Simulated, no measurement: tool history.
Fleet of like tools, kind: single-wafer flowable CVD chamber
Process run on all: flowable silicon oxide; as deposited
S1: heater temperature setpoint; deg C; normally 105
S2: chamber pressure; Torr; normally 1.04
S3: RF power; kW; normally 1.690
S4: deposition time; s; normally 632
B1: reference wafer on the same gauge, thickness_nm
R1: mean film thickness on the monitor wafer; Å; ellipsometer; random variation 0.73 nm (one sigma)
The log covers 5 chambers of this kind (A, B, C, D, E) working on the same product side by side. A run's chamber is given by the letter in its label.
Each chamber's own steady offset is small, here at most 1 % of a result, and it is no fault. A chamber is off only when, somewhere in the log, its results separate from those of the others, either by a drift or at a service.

run	hour	S1	S2	S3	S4	B1	R1
1D	12.9	105	1.04	1.690	632	427.92	4346.1
# hour 17.9: chamber A: thermocouple changed; heater temperature recalibrated
2E	20.9	105	1.04	1.690	632	427.87	4340.8
3A	33.6	105	1.04	1.690	632	427.94	4346.0
4B	41.2	105	1.04	1.690	632	427.76	4338.1
5C	50.4	105	1.04	1.690	632	427.76	4329.8
6E	57.6	105	1.04	1.690	632	427.63	4316.0
# hour 59.8: chamber A: RF generator calibrated
7A	69.8	105	1.04	1.690	632	427.57	4332.7
8D	77.6	105	1.04	1.690	632	427.42	4359.2
9C	84.2	105	1.04	1.690	632	427.37	4330.9
10B	92.3	105	1.04	1.840	540	427.20	3781.6
11B	101.0	105	1.04	1.840	540	427.42	3777.0
# hour 110.8: chamber A: capacitance manometer re-zeroed and calibrated
12A	114.6	105	1.04	1.840	540	427.29	3809.5
13E	128.8	105	1.04	1.840	540	427.13	3778.7
14C	138.3	105	1.04	1.840	540	427.17	3777.0
15D	145.1	105	1.04	1.690	632	427.23	4339.5
# hour 145.7: chamber B: capacitance manometer re-zeroed and calibrated
16A	158.9	105	1.04	1.690	632	426.97	4345.3
17C	165.8	105	1.04	1.690	632	426.66	4331.4
18B	177.1	105	1.04	1.690	632	426.81	4308.3
19D	190.9	105	1.04	1.690	632	426.79	4330.5
20E	203.2	105	1.04	1.690	632	426.83	4301.5
21E	210.6	105	1.13	1.690	585	426.66	4390.1
22A	221.9	105	1.13	1.690	585	426.37	4397.7
23B	235.1	105	1.13	1.690	585	426.48	4388.5
24C	245.0	105	1.13	1.690	585	426.45	4382.6
25D	257.2	105	1.13	1.690	585	426.47	4388.4
26D	269.5	105	1.04	1.690	632	426.19	4337.5
27B	282.7	105	1.04	1.815	632	425.98	4402.9
28C	291.6	105	1.04	1.815	632	426.18	4387.7
29A	299.8	105	1.04	1.815	632	426.00	4411.8
# hour 300.8: chamber B: RF generator calibrated
# hour 301.6: chamber E: RF generator calibrated
30E	310.2	105	1.04	1.815	632	425.90	4401.9
31C	317.2	105	1.04	1.815	632	425.94	4397.7
32B	330.7	105	1.04	1.690	632	425.70	4306.2
# hour 341.5: chamber C: RF generator calibrated
33D	344.3	105	1.04	1.690	632	425.89	4329.6
34E	356.5	105	1.04	1.690	632	425.84	4301.0
35A	362.8	105	1.04	1.690	632	425.55	4319.4
36D	373.8	105	1.04	1.690	632	425.57	4335.4
37E	382.2	105	1.04	1.690	632	425.44	4300.7
38B	391.0	105	1.04	1.690	632	425.47	4304.3
39C	401.6	105	1.04	1.690	632	425.34	4302.2
40A	415.2	105	1.04	1.690	632	425.23	4323.6
41C	422.6	105	1.04	1.690	632	425.22	4305.7
42E	435.5	105	1.04	1.690	632	425.01	4297.8
43B	444.8	105	1.04	1.690	632	425.00	4303.7

Next, all 5 chambers run the settings below, one line each with question marks for the results. What does each chamber give?
44A	455.1	105	1.04	1.500	632		?
44B	455.1	105	1.04	1.500	632		?
44C	455.1	105	1.04	1.500	632		?
44D	455.1	105	1.04	1.500	632		?
44E	455.1	105	1.04	1.500	632		?

run	R1
44A	4155.3
44B	4150.4
44C	4146.5
44D	4187.5
44E	4151.5

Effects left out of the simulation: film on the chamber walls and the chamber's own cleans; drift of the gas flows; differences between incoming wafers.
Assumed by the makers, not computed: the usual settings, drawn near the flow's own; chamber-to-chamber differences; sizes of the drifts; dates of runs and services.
